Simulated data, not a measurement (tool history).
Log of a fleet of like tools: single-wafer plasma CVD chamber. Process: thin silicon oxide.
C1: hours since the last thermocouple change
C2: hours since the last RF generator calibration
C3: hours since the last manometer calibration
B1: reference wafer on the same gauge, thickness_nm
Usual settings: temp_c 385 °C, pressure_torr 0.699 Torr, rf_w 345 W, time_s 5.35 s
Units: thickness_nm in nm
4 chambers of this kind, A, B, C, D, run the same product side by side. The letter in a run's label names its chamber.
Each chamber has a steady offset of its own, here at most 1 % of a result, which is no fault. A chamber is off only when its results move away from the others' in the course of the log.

Run 1D, hour 2.1: usual settings; C1 486.2; C2 605.7; C3 457.3; B1 10.263. Result: thickness_nm 9.1236 nm.
Run 2A, hour 6.6: usual settings; C1 1265.4; C2 1134.2; C3 1055.7; B1 10.265. Result: thickness_nm 9.2474 nm.
Run 3B, hour 10.7: usual settings; C1 154.4; C2 59.5; C3 758.7; B1 10.260. Result: thickness_nm 9.2397 nm.
Run 4C, hour 14.6: usual settings; C1 409.1; C2 788.2; C3 1149.0; B1 10.272. Result: thickness_nm 9.1354 nm.
Run 5A, hour 17.6: usual settings; C1 1276.4; C2 1145.2; C3 1066.7; B1 10.267. Result: thickness_nm 9.2654 nm.
Run 6C, hour 21.1: usual settings; C1 415.6; C2 794.7; C3 1155.5; B1 10.273. Result: thickness_nm 9.1028 nm.
Run 7B, hour 24.8: usual settings; C1 168.5; C2 73.6; C3 772.8; B1 10.277. Result: thickness_nm 9.2854 nm.
Run 8D, hour 28.4: usual settings; C1 512.5; C2 632.0; C3 483.6; B1 10.278. Result: thickness_nm 9.1561 nm.
Run 9C, hour 31.2: usual settings; C1 425.7; C2 804.8; C3 1165.6; B1 10.280. Result: thickness_nm 9.1350 nm.
At hour 33.0: chamber C: RF generator calibrated.
Run 10D, hour 35.1: usual settings; C1 519.2; C2 638.7; C3 490.3; B1 10.285. Result: thickness_nm 9.1465 nm.
Run 11A, hour 39.1: usual settings; C1 1297.9; C2 1166.7; C3 1088.2; B1 10.282. Result: thickness_nm 9.2534 nm.
Run 12B, hour 42.3: usual settings; C1 186.0; C2 91.1; C3 790.3; B1 10.284. Result: thickness_nm 9.2712 nm.
Run 13C, hour 45.1: usual settings; C1 439.6; C2 12.1; C3 1179.5; B1 10.288. Result: thickness_nm 9.1512 nm.
Run 14A, hour 49.9: usual settings; C1 1308.7; C2 1177.5; C3 1099.0; B1 10.294. Result: thickness_nm 9.2679 nm.
Run 15D, hour 52.0: usual settings; C1 536.1; C2 655.6; C3 507.2; B1 10.289. Result: thickness_nm 9.1830 nm.
Run 16B, hour 55.5: usual settings; C1 199.2; C2 104.3; C3 803.5; B1 10.293. Result: thickness_nm 9.3064 nm.
Run 17C, hour 59.5: usual settings; C1 454.0; C2 26.5; C3 1193.9; B1 10.300. Result: thickness_nm 9.1656 nm.
Run 18B, hour 63.9: usual settings; C1 207.6; C2 112.7; C3 811.9; B1 10.307. Result: thickness_nm 9.3249 nm.
Run 19A, hour 66.2: usual settings; C1 1325.0; C2 1193.8; C3 1115.3; B1 10.298. Result: thickness_nm 9.2693 nm.
Run 20D, hour 70.3: usual settings; C1 554.4; C2 673.9; C3 525.5; B1 10.303. Result: thickness_nm 9.1837 nm.
Run 21A, hour 74.0: usual settings; C1 1332.8; C2 1201.6; C3 1123.1; B1 10.305. Result: thickness_nm 9.2716 nm.
Run 22B, hour 77.1: usual settings; C1 220.8; C2 125.9; C3 825.1; B1 10.312. Result: thickness_nm 9.2740 nm.
Run 23D, hour 81.3: usual settings but temp_c 371 °C, pressure_torr 0.576 Torr; C1 565.4; C2 684.9; C3 536.5; B1 10.305. Result: thickness_nm 7.5214 nm.
Run 24C, hour 85.1: usual settings but temp_c 371 °C, pressure_torr 0.576 Torr; C1 479.6; C2 52.1; C3 1219.5; B1 10.313. Result: thickness_nm 7.5471 nm.
Run 25C, hour 87.2: usual settings but temp_c 371 °C, pressure_torr 0.576 Torr; C1 481.7; C2 54.2; C3 1221.6; B1 10.316. Result: thickness_nm 7.5495 nm.
Run 26A, hour 91.6: usual settings but temp_c 371 °C, pressure_torr 0.576 Torr; C1 1350.4; C2 1219.2; C3 1140.7; B1 10.319. Result: thickness_nm 7.5873 nm.
Run 27D, hour 95.1: usual settings; C1 579.2; C2 698.7; C3 550.3; B1 10.319. Result: thickness_nm 9.1640 nm.
Run 28B, hour 98.7: usual settings but temp_c 374 °C, rf_w 290 W; C1 242.4; C2 147.5; C3 846.7; B1 10.322. Result: thickness_nm 8.7559 nm.
Run 29A, hour 101.4: usual settings but temp_c 374 °C, rf_w 290 W; C1 1360.2; C2 1229.0; C3 1150.5; B1 10.321. Result: thickness_nm 8.7293 nm.
Run 30D, hour 105.5: usual settings but temp_c 374 °C, rf_w 290 W; C1 589.6; C2 709.1; C3 560.7; B1 10.325. Result: thickness_nm 8.6292 nm.
Run 31B, hour 108.9: usual settings but temp_c 374 °C, rf_w 290 W; C1 252.6; C2 157.7; C3 856.9; B1 10.332. Result: thickness_nm 8.7434 nm.

What goes on in this fleet: one chamber off, a drifting gauge, or nothing beyond the chambers' own small offsets? Name the chamber and the cause, if any.

The gauge drifts, so all chambers seem to drift together. No chamber is off.
Cause: gauge reads high (%) = 0.69.
